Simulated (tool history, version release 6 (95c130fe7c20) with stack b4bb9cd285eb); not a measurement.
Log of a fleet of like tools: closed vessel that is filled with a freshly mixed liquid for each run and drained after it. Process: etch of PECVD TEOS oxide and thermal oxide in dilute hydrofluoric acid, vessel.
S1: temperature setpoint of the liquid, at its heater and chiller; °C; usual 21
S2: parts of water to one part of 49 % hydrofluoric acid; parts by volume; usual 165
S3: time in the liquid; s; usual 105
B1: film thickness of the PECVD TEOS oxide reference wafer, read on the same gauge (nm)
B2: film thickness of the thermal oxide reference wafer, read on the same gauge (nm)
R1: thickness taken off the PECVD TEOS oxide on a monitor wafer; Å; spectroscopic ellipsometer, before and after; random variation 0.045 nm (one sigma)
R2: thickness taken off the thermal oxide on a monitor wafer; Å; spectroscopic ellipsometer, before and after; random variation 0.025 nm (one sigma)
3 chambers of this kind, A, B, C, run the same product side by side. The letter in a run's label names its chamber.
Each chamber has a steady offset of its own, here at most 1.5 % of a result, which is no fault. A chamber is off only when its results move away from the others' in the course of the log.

Run 1C, day 0.258: usual settings; B1 89.993; B2 119.97. Result: R1 149.3 Å, R2 24.234 Å.
Run 2A, day 0.425: usual settings; B1 89.986; B2 120. Result: R1 147.04 Å, R2 24.561 Å.
Run 3B, day 0.658: usual settings; B1 89.977; B2 120.02. Result: R1 150.99 Å, R2 24.622 Å.
Run 4C, day 0.888: usual settings; B1 90.006; B2 120. Result: R1 149.83 Å, R2 24.481 Å.
Run 5B, day 1.217: usual settings; B1 89.987; B2 119.98. Result: R1 150.96 Å, R2 24.448 Å.
Run 6A, day 1.396: usual settings; B1 89.985; B2 120.01. Result: R1 147.35 Å, R2 24.408 Å.
Run 7B, day 1.717: usual settings; B1 89.982; B2 120.02. Result: R1 151.01 Å, R2 24.715 Å.
Run 8A, day 1.962: usual settings but S1 25.5 °C, S2 235 parts by volume; B1 90.009; B2 119.99. Result: R1 113.64 Å, R2 18.541 Å.
Run 9C, day 2.112: usual settings but S1 25.5 °C, S2 235 parts by volume; B1 90.008; B2 120.02. Result: R1 116.47 Å, R2 18.856 Å.
Run 10C, day 2.271: usual settings but S1 25.5 °C, S2 235 parts by volume; B1 90.012; B2 119.98. Result: R1 117.12 Å, R2 19.051 Å.
At day 2.417: chamber A: hydrofluoric acid flow meter replaced.
Run 11B, day 2.446: usual settings; B1 89.992; B2 120.01. Result: R1 151.11 Å, R2 24.444 Å.
Run 12A, day 2.712: usual settings; B1 90.005; B2 119.98. Result: R1 147.26 Å, R2 24.452 Å.
Run 13B, day 3: usual settings; B1 90.015; B2 119.99. Result: R1 151.38 Å, R2 24.72 Å.
Run 14A, day 3.262: usual settings; B1 90.003; B2 120. Result: R1 148.11 Å, R2 24.616 Å.
Run 15C, day 3.529: usual settings; B1 90.007; B2 119.99. Result: R1 149.42 Å, R2 24.273 Å.
Run 16A, day 3.783: usual settings but S1 23.5 °C; B1 89.997; B2 119.97. Result: R1 162.57 Å, R2 26.962 Å.
Run 17B, day 3.971: usual settings but S1 23.5 °C; B1 89.995; B2 120.02. Result: R1 166.74 Å, R2 26.603 Å.
Run 18C, day 4.162: usual settings but S1 23.5 °C; B1 89.992; B2 120. Result: R1 164.17 Å, R2 27.591 Å.
Run 19C, day 4.329: usual settings; B1 89.975; B2 120.03. Result: R1 149.65 Å, R2 24.335 Å.
Run 20B, day 4.538: usual settings; B1 89.976; B2 120.01. Result: R1 150.8 Å, R2 24.623 Å.
Run 21A, day 4.729: usual settings; B1 90.011; B2 119.99. Result: R1 147.66 Å, R2 24.408 Å.
Run 22B, day 4.95: usual settings; B1 90.01; B2 120.01. Result: R1 151.24 Å, R2 24.713 Å.
Run 23A, day 5.146: usual settings; B1 90; B2 120.01. Result: R1 147.45 Å, R2 24.463 Å.
Run 24C, day 5.308: usual settings; B1 90.03; B2 119.99. Result: R1 149.82 Å, R2 24.496 Å.
Run 25C, day 5.483: usual settings; B1 89.992; B2 119.98. Result: R1 150.03 Å, R2 24.689 Å.
Run 26B, day 5.696: usual settings; B1 90.009; B2 120. Result: R1 151.58 Å, R2 23.949 Å.
Run 27A, day 5.996: usual settings; B1 90.011; B2 120. Result: R1 147.95 Å, R2 24.303 Å.
Run 28A, day 6.304: usual settings; B1 89.997; B2 120. Result: R1 147.65 Å, R2 24.298 Å.
Run 29B, day 6.458: usual settings; B1 89.983; B2 119.99. Result: R1 151.45 Å, R2 24.576 Å.
Run 30C, day 6.733: usual settings; B1 90.021; B2 120.01. Result: R1 149.36 Å, R2 23.993 Å.
At day 6.933: chamber C: hydrofluoric acid flow meter replaced.
Run 31B, day 7.038: usual settings; B1 90.027; B2 119.99. Result: R1 150.52 Å, R2 24.693 Å.
Run 32C, day 7.271: usual settings; B1 90.022; B2 120. Result: R1 150.3 Å, R2 24.912 Å.

All 3 chambers run these settings next. Forecast each chamber's results:
Run 33A, day 7.517: usual settings but S3 70 s. Result: R1 ?, R2 ?.
Run 33B, day 7.517: usual settings but S3 70 s. Result: R1 ?, R2 ?.
Run 33C, day 7.517: usual settings but S3 70 s. Result: R1 ?, R2 ?.

run      R1      R2
33A  98.725  16.225
33B  101.06  16.541
33C  99.712  16.206
